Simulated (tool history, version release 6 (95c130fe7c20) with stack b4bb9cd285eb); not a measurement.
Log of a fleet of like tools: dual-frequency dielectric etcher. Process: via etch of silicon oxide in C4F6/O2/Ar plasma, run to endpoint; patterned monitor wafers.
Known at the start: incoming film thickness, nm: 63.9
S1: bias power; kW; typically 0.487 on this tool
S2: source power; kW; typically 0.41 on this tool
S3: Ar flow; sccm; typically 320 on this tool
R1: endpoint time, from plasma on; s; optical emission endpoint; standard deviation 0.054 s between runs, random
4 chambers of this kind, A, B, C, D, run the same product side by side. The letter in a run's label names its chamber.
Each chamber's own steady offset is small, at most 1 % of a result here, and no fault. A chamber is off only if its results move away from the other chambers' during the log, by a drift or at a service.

run 1C hour=5.7 | S1=0.487 S2=0.41 S3=320 | R1=14.335
run 2A hour=12.9 | S1=0.487 S2=0.41 S3=320 | R1=14.27
run 3D hour=21.8 | S1=0.487 S2=0.41 S3=320 | R1=14.114
run 4B hour=31.9 | S1=0.487 S2=0.41 S3=320 | R1=14.175
-- hour=39.4 chamber D: source power generator calibrated
run 5A hour=40.9 | S1=0.487 S2=0.41 S3=320 | R1=14.218
run 6C hour=46.8 | S1=0.487 S2=0.41 S3=320 | R1=14.332
run 7B hour=56.8 | S1=0.487 S2=0.32 S3=320 | R1=15.567
run 8D hour=65.6 | S1=0.487 S2=0.32 S3=320 | R1=15.465
run 9D hour=75.1 | S1=0.487 S2=0.32 S3=320 | R1=15.533
run 10B hour=80 | S1=0.487 S2=0.32 S3=320 | R1=15.548
run 11A hour=87 | S1=0.487 S2=0.41 S3=320 | R1=14.204
run 12C hour=95.4 | S1=0.487 S2=0.41 S3=320 | R1=14.238
run 13C hour=100.8 | S1=0.487 S2=0.41 S3=320 | R1=14.278
run 14D hour=105.3 | S1=0.487 S2=0.41 S3=320 | R1=14.15
run 15B hour=111.5 | S1=0.487 S2=0.41 S3=320 | R1=14.104
run 16A hour=117.1 | S1=0.487 S2=0.41 S3=372 | R1=14.332
run 17D hour=122.2 | S1=0.487 S2=0.41 S3=372 | R1=14.373
run 18C hour=130.1 | S1=0.487 S2=0.41 S3=372 | R1=14.473
run 19B hour=139.5 | S1=0.487 S2=0.41 S3=372 | R1=14.511
run 20A hour=146.8 | S1=0.487 S2=0.41 S3=320 | R1=14.257
run 21B hour=153.1 | S1=0.487 S2=0.41 S3=320 | R1=14.186
run 22C hour=158.6 | S1=0.487 S2=0.41 S3=320 | R1=14.273
run 23D hour=166.8 | S1=0.487 S2=0.41 S3=320 | R1=14.329
run 24A hour=172.8 | S1=0.487 S2=0.41 S3=320 | R1=14.294
run 25C hour=181.3 | S1=0.527 S2=0.5 S3=320 | R1=12.994
run 26D hour=186.6 | S1=0.527 S2=0.5 S3=320 | R1=12.992
run 27A hour=195.5 | S1=0.527 S2=0.5 S3=320 | R1=12.845
run 28B hour=204.3 | S1=0.527 S2=0.5 S3=320 | R1=12.8
run 29D hour=212.3 | S1=0.487 S2=0.41 S3=320 | R1=14.542
run 30B hour=221.2 | S1=0.418 S2=0.41 S3=397 | R1=15.456
run 31A hour=226.4 | S1=0.418 S2=0.41 S3=397 | R1=15.367
run 32C hour=236 | S1=0.418 S2=0.41 S3=397 | R1=15.471
run 33A hour=243.1 | S1=0.418 S2=0.41 S3=397 | R1=15.421
run 34C hour=247.8 | S1=0.487 S2=0.48 S3=320 | R1=13.411
run 35B hour=255.1 | S1=0.487 S2=0.48 S3=320 | R1=13.361

Read the log: is a single chamber off, either drifting away or since a service, is the gauge that measures every chamber drifting, or is nothing wrong beyond small per-chamber offsets? Name any odd chamber and what most likely caused it.

Little by little, chamber D moves away from the other chambers.
Cause: etch rate under this chamber's usual, % = 3.89.

Chamber D could run next with any of the 4 candidate recipes listed below; each alters the usual settings, and their results appear as question marks. Which one brings its results back in line with what the other chambers deliver on the usual settings?
Maximum distance from the other chambers' mean on the usual settings for a result to count as in line: R1 0.19 s
run 36D-1 hour=262.5 | S1=0.483 S2=0.41 S3=320 | R1=?
run 36D-2 hour=262.5 | S1=0.487 S2=0.38 S3=328 | R1=?
run 36D-3 hour=262.5 | S1=0.487 S2=0.42 S3=320 | R1=?
run 36D-4 hour=262.5 | S1=0.487 S2=0.41 S3=230 | R1=?

On the usual settings, the other chambers give on average: R1 14.221 s
run=36D-1 R1=14.654
run=36D-2 R1=15.067
run=36D-3 R1=14.48
run=36D-4 R1=14.093
It is 36D-4 that realigns the chamber with its peers.

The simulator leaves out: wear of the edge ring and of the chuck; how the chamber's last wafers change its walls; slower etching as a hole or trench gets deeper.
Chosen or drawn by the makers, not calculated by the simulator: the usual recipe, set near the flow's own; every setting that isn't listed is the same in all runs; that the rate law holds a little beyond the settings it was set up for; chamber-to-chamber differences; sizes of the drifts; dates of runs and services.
